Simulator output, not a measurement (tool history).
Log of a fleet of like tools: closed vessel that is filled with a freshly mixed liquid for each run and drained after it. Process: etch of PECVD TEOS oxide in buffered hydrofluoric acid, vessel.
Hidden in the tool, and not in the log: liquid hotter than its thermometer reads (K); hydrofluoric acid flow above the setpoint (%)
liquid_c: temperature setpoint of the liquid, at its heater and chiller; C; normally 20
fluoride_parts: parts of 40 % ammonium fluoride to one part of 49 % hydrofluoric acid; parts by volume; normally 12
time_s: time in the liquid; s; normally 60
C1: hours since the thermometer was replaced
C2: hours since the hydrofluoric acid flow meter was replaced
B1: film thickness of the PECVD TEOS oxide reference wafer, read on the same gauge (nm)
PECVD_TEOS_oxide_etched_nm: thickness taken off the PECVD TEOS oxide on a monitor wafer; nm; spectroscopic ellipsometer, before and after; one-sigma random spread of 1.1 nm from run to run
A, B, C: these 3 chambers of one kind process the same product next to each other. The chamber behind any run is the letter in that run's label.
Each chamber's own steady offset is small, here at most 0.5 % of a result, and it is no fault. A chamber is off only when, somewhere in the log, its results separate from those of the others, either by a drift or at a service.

run 1A hour=8.2 | liquid_c=20 fluoride_parts=12 time_s=60 | C1=828.3 C2=468.5 | B1=140 | PECVD_TEOS_oxide_etched_nm=112.34
run 2B hour=16.2 | liquid_c=20 fluoride_parts=12 time_s=60 | C1=1020.6 C2=149.8 | B1=140 | PECVD_TEOS_oxide_etched_nm=112.97
run 3C hour=28.8 | liquid_c=20 fluoride_parts=12 time_s=60 | C1=93.9 C2=274 | B1=140 | PECVD_TEOS_oxide_etched_nm=112.51
run 4C hour=34.4 | liquid_c=20 fluoride_parts=12 time_s=60 | C1=99.5 C2=279.6 | B1=139.97 | PECVD_TEOS_oxide_etched_nm=114.12
run 5A hour=46.3 | liquid_c=20 fluoride_parts=12 time_s=60 | C1=866.4 C2=506.6 | B1=139.98 | PECVD_TEOS_oxide_etched_nm=115.19
run 6B hour=54.3 | liquid_c=20 fluoride_parts=12 time_s=40 | C1=1058.7 C2=187.9 | B1=140.01 | PECVD_TEOS_oxide_etched_nm=77.623
run 7A hour=63.1 | liquid_c=20 fluoride_parts=12 time_s=40 | C1=883.2 C2=523.4 | B1=140.03 | PECVD_TEOS_oxide_etched_nm=75.719
run 8B hour=71.2 | liquid_c=20 fluoride_parts=12 time_s=40 | C1=1075.6 C2=204.8 | B1=139.97 | PECVD_TEOS_oxide_etched_nm=76.397
run 9C hour=79.4 | liquid_c=20 fluoride_parts=12 time_s=60 | C1=144.5 C2=324.6 | B1=140.01 | PECVD_TEOS_oxide_etched_nm=111.8
run 10C hour=89.8 | liquid_c=20 fluoride_parts=12 time_s=60 | C1=154.9 C2=335 | B1=140.01 | PECVD_TEOS_oxide_etched_nm=111.31
run 11A hour=96.8 | liquid_c=20 fluoride_parts=12 time_s=60 | C1=916.9 C2=557.1 | B1=140.02 | PECVD_TEOS_oxide_etched_nm=114.96
run 12B hour=108.7 | liquid_c=20 fluoride_parts=12 time_s=60 | C1=1113.1 C2=242.3 | B1=140.02 | PECVD_TEOS_oxide_etched_nm=113.44
run 13B hour=120.9 | liquid_c=20 fluoride_parts=12 time_s=60 | C1=1125.3 C2=254.5 | B1=140.02 | PECVD_TEOS_oxide_etched_nm=113.29
run 14A hour=127.5 | liquid_c=20 fluoride_parts=10 time_s=75 | C1=947.6 C2=587.8 | B1=139.97 | PECVD_TEOS_oxide_etched_nm=172.7
run 15C hour=134.4 | liquid_c=20 fluoride_parts=10 time_s=75 | C1=199.5 C2=379.6 | B1=140.03 | PECVD_TEOS_oxide_etched_nm=169.18
run 16A hour=145.3 | liquid_c=20 fluoride_parts=10 time_s=75 | C1=965.4 C2=605.6 | B1=139.99 | PECVD_TEOS_oxide_etched_nm=170.85
run 17C hour=151.6 | liquid_c=20 fluoride_parts=12 time_s=60 | C1=216.7 C2=396.8 | B1=140.01 | PECVD_TEOS_oxide_etched_nm=113.83
run 18B hour=162.6 | liquid_c=20 fluoride_parts=15 time_s=40 | C1=1167 C2=296.2 | B1=140.01 | PECVD_TEOS_oxide_etched_nm=59.802
run 19B hour=169.3 | liquid_c=20 fluoride_parts=15 time_s=40 | C1=1173.7 C2=302.9 | B1=140.06 | PECVD_TEOS_oxide_etched_nm=61.75
run 20A hour=179.2 | liquid_c=20 fluoride_parts=15 time_s=40 | C1=999.3 C2=639.5 | B1=140.02 | PECVD_TEOS_oxide_etched_nm=64.635
run 21C hour=188.9 | liquid_c=20 fluoride_parts=12 time_s=60 | C1=254 C2=434.1 | B1=140 | PECVD_TEOS_oxide_etched_nm=112.41
run 22C hour=200.3 | liquid_c=20 fluoride_parts=12 time_s=60 | C1=265.4 C2=445.5 | B1=140 | PECVD_TEOS_oxide_etched_nm=113.09
run 23B hour=209.1 | liquid_c=20 fluoride_parts=12 time_s=60 | C1=1213.5 C2=342.7 | B1=139.99 | PECVD_TEOS_oxide_etched_nm=115.96
run 24A hour=218 | liquid_c=20 fluoride_parts=12 time_s=60 | C1=1038.1 C2=678.3 | B1=140.03 | PECVD_TEOS_oxide_etched_nm=120.77
run 25B hour=225.5 | liquid_c=20 fluoride_parts=12 time_s=60 | C1=1229.9 C2=359.1 | B1=140.01 | PECVD_TEOS_oxide_etched_nm=114.49
run 26C hour=233.6 | liquid_c=20 fluoride_parts=12 time_s=60 | C1=298.7 C2=478.8 | B1=139.98 | PECVD_TEOS_oxide_etched_nm=113.23
run 27A hour=240.6 | liquid_c=20 fluoride_parts=9 time_s=35 | C1=1060.7 C2=700.9 | B1=139.99 | PECVD_TEOS_oxide_etched_nm=91.04
run 28C hour=252 | liquid_c=20 fluoride_parts=9 time_s=35 | C1=317.1 C2=497.2 | B1=139.98 | PECVD_TEOS_oxide_etched_nm=87.066
run 29A hour=258.2 | liquid_c=20 fluoride_parts=9 time_s=35 | C1=1078.3 C2=718.5 | B1=140.01 | PECVD_TEOS_oxide_etched_nm=90.476
run 30B hour=264.2 | liquid_c=20 fluoride_parts=12 time_s=60 | C1=1268.6 C2=397.8 | B1=140 | PECVD_TEOS_oxide_etched_nm=115.42
run 31C hour=270.4 | liquid_c=20 fluoride_parts=12 time_s=60 | C1=335.5 C2=515.6 | B1=140.03 | PECVD_TEOS_oxide_etched_nm=114.07
run 32A hour=278.7 | liquid_c=20 fluoride_parts=12 time_s=60 | C1=1098.8 C2=739 | B1=140.02 | PECVD_TEOS_oxide_etched_nm=124.26
run 33B hour=290.6 | liquid_c=20 fluoride_parts=12 time_s=60 | C1=1295 C2=424.2 | B1=140.02 | PECVD_TEOS_oxide_etched_nm=114.37
run 34C hour=297.4 | liquid_c=20 fluoride_parts=12 time_s=60 | C1=362.5 C2=542.6 | B1=139.97 | PECVD_TEOS_oxide_etched_nm=114.1

One chamber off, gauge drift, or nothing amiss beyond the chambers' own small offsets? If it is a chamber, which one, and what is the likeliest cause?

One chamber, A, drifts off from the rest bit by bit.
What lies behind it: hydrofluoric acid flow above the setpoint (%) = 11.1.
Not necessarily distinguishable in this log from: liquid hotter than its thermometer reads (K).

Here are 4 candidates for chamber A's next run, each the usual settings with a change, their results left as question marks. Which one brings its results back in line with what the others give on the usual settings?
Allowed miss from the other chambers' usual-settings mean, per result, to count as in line: PECVD_TEOS_oxide_etched_nm 3.8 nm
run 35A-1 hour=306.5 | liquid_c=18.5 fluoride_parts=13.5 time_s=60 | PECVD_TEOS_oxide_etched_nm=?
run 35A-2 hour=306.5 | liquid_c=23.5 fluoride_parts=12 time_s=60 | PECVD_TEOS_oxide_etched_nm=?
run 35A-3 hour=306.5 | liquid_c=20 fluoride_parts=10.5 time_s=60 | PECVD_TEOS_oxide_etched_nm=?
run 35A-4 hour=306.5 | liquid_c=18 fluoride_parts=12 time_s=60 | PECVD_TEOS_oxide_etched_nm=?

Usual-settings mean across the other chambers: PECVD_TEOS_oxide_etched_nm 113.55 nm
run=35A-1 PECVD_TEOS_oxide_etched_nm=103.41
run=35A-2 PECVD_TEOS_oxide_etched_nm=153.24
run=35A-3 PECVD_TEOS_oxide_etched_nm=141.05
run=35A-4 PECVD_TEOS_oxide_etched_nm=112.79
35A-4 brings the chamber back in line.
